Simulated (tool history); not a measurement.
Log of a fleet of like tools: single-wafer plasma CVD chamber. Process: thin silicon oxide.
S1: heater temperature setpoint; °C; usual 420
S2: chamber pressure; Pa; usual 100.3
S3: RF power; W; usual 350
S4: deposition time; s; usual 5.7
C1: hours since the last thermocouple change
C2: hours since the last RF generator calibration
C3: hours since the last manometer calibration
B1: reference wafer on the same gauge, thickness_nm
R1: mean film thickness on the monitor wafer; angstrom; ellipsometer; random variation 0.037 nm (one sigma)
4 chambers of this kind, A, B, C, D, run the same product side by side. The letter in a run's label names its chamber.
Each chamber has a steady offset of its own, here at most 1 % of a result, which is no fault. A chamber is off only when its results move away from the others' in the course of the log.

| run | hour | S1 | S2 | S3 | S4 | C1 | C2 | C3 | B1 | R1 |
|---|---|---|---|---|---|---|---|---|---|---|
| 1C | 9.4 | 420 | 100.3 | 350 | 5.7 | 861.3 | 898.7 | 2192.7 | 11.106 | 102.540 |
| 2B | 17.8 | 420 | 100.3 | 350 | 5.7 | 2167.4 | 1595.3 | 1627.8 | 11.091 | 103.900 |
| 3A | 29.3 | 420 | 100.3 | 350 | 5.7 | 795.2 | 2456.7 | 1877.9 | 11.105 | 103.890 |
| 4D | 41.6 | 420 | 100.3 | 350 | 5.7 | 429.9 | 627.9 | 617.5 | 11.097 | 103.200 |
| 5A | 53.0 | 420 | 100.3 | 350 | 5.7 | 818.9 | 2480.4 | 1901.6 | 11.105 | 103.870 |
| 6B | 61.3 | 420 | 100.3 | 350 | 5.7 | 2210.9 | 1638.8 | 1671.3 | 11.101 | 103.510 |
| 7C | 67.9 | 420 | 100.3 | 350 | 5.7 | 919.8 | 957.2 | 2251.2 | 11.097 | 103.180 |
| 8D | 80.7 | 420 | 100.3 | 350 | 5.7 | 469.0 | 667.0 | 656.6 | 11.102 | 103.110 |
| 9B | 88.4 | 420 | 100.3 | 350 | 5.7 | 2238.0 | 1665.9 | 1698.4 | 11.089 | 102.620 |
|  | 88.7 | chamber A: RF generator calibrated |
| 10D | 101.5 | 420 | 81.7 | 350 | 5.7 | 489.8 | 687.8 | 677.4 | 11.097 | 82.983 |
| 11C | 111.3 | 420 | 81.7 | 350 | 5.7 | 963.2 | 1000.6 | 2294.6 | 11.104 | 82.861 |
| 12A | 118.6 | 420 | 81.7 | 350 | 5.7 | 884.5 | 29.9 | 1967.2 | 11.101 | 83.884 |
| 13A | 126.2 | 420 | 81.7 | 350 | 5.7 | 892.1 | 37.5 | 1974.8 | 11.101 | 83.670 |
| 14C | 134.2 | 420 | 100.3 | 350 | 5.7 | 986.1 | 1023.5 | 2317.5 | 11.099 | 103.240 |
|  | 137.8 | chamber C: thermocouple changed; heater temperature recalibrated |
| 15D | 146.9 | 420 | 100.3 | 350 | 5.7 | 535.2 | 733.2 | 722.8 | 11.094 | 102.960 |
| 16B | 160.5 | 420 | 100.3 | 350 | 5.7 | 2310.1 | 1738.0 | 1770.5 | 11.099 | 102.880 |
|  | 166.5 | chamber B: capacitance manometer re-zeroed and calibrated |
| 17A | 169.9 | 420 | 100.3 | 350 | 5.7 | 935.8 | 81.2 | 2018.5 | 11.100 | 104.440 |
| 18D | 178.9 | 420 | 100.3 | 350 | 5.7 | 567.2 | 765.2 | 754.8 | 11.090 | 103.300 |
| 19C | 192.0 | 420 | 100.3 | 350 | 5.7 | 54.3 | 1081.3 | 2375.3 | 11.086 | 102.670 |
| 20B | 203.0 | 420 | 100.3 | 350 | 5.7 | 2352.6 | 1780.5 | 36.6 | 11.095 | 100.110 |
| 21B | 212.2 | 420 | 100.3 | 350 | 5.7 | 2361.8 | 1789.7 | 45.8 | 11.100 | 99.317 |
|  | 217.6 | chamber C: capacitance manometer re-zeroed and calibrated |
| 22A | 224.4 | 420 | 100.3 | 305 | 5.7 | 990.3 | 135.7 | 2073.0 | 11.109 | 98.644 |
| 23D | 238.1 | 420 | 100.3 | 305 | 5.7 | 626.4 | 824.4 | 814.0 | 11.096 | 97.100 |
| 24C | 249.6 | 420 | 100.3 | 305 | 5.7 | 111.9 | 1138.9 | 32.1 | 11.097 | 97.032 |
| 25B | 261.2 | 420 | 100.3 | 305 | 5.7 | 2410.8 | 1838.7 | 94.8 | 11.102 | 94.363 |
| 26C | 272.1 | 420 | 100.3 | 350 | 5.7 | 134.4 | 1161.4 | 54.6 | 11.101 | 103.270 |
|  | 278.9 | chamber B: thermocouple changed; heater temperature recalibrated |
| 27D | 284.0 | 420 | 100.3 | 350 | 5.7 | 672.3 | 870.3 | 859.9 | 11.092 | 103.100 |
| 28A | 290.2 | 420 | 100.3 | 350 | 5.7 | 1056.1 | 201.5 | 2138.8 | 11.099 | 104.240 |
| 29C | 299.6 | 420 | 100.3 | 350 | 5.7 | 161.9 | 1188.9 | 82.1 | 11.090 | 103.110 |
| 30A | 307.1 | 420 | 100.3 | 350 | 5.7 | 1073.0 | 218.4 | 2155.7 | 11.102 | 104.720 |
|  | 312.1 | chamber D: RF generator calibrated |
| 31B | 315.6 | 420 | 100.3 | 350 | 5.7 | 36.7 | 1893.1 | 149.2 | 11.099 | 100.020 |
| 32D | 324.8 | 420 | 124.7 | 350 | 6.2 | 713.1 | 12.8 | 900.7 | 11.091 | 136.250 |
| 33D | 331.3 | 420 | 124.7 | 350 | 6.2 | 719.6 | 19.3 | 907.2 | 11.104 | 136.450 |
| 34C | 344.1 | 420 | 124.7 | 350 | 6.2 | 206.4 | 1233.4 | 126.6 | 11.097 | 136.160 |
| 35B | 354.8 | 420 | 124.7 | 350 | 6.2 | 75.9 | 1932.3 | 188.4 | 11.096 | 133.180 |
| 36A | 362.3 | 420 | 100.3 | 350 | 5.7 | 1128.2 | 273.6 | 2210.9 | 11.088 | 104.330 |
| 37C | 374.1 | 420 | 100.3 | 350 | 5.7 | 236.4 | 1263.4 | 156.6 | 11.103 | 103.180 |
| 38B | 387.1 | 420 | 100.3 | 350 | 5.7 | 108.2 | 1964.6 | 220.7 | 11.095 | 99.916 |
| 39A | 398.4 | 420 | 100.3 | 350 | 5.7 | 1164.3 | 309.7 | 2247.0 | 11.092 | 104.400 |

All 4 chambers run these settings next. Forecast each chamber's results:
| 40A | 408.4 | 420 | 109.7 | 350 | 5.7 |  |  |  |  | ? |
| 40B | 408.4 | 420 | 109.7 | 350 | 5.7 |  |  |  |  | ? |
| 40C | 408.4 | 420 | 109.7 | 350 | 5.7 |  |  |  |  | ? |
| 40D | 408.4 | 420 | 109.7 | 350 | 5.7 |  |  |  |  | ? |

| run | R1 |
|---|---|
| 40A | 113.180 |
| 40B | 109.380 |
| 40C | 112.080 |
| 40D | 112.040 |
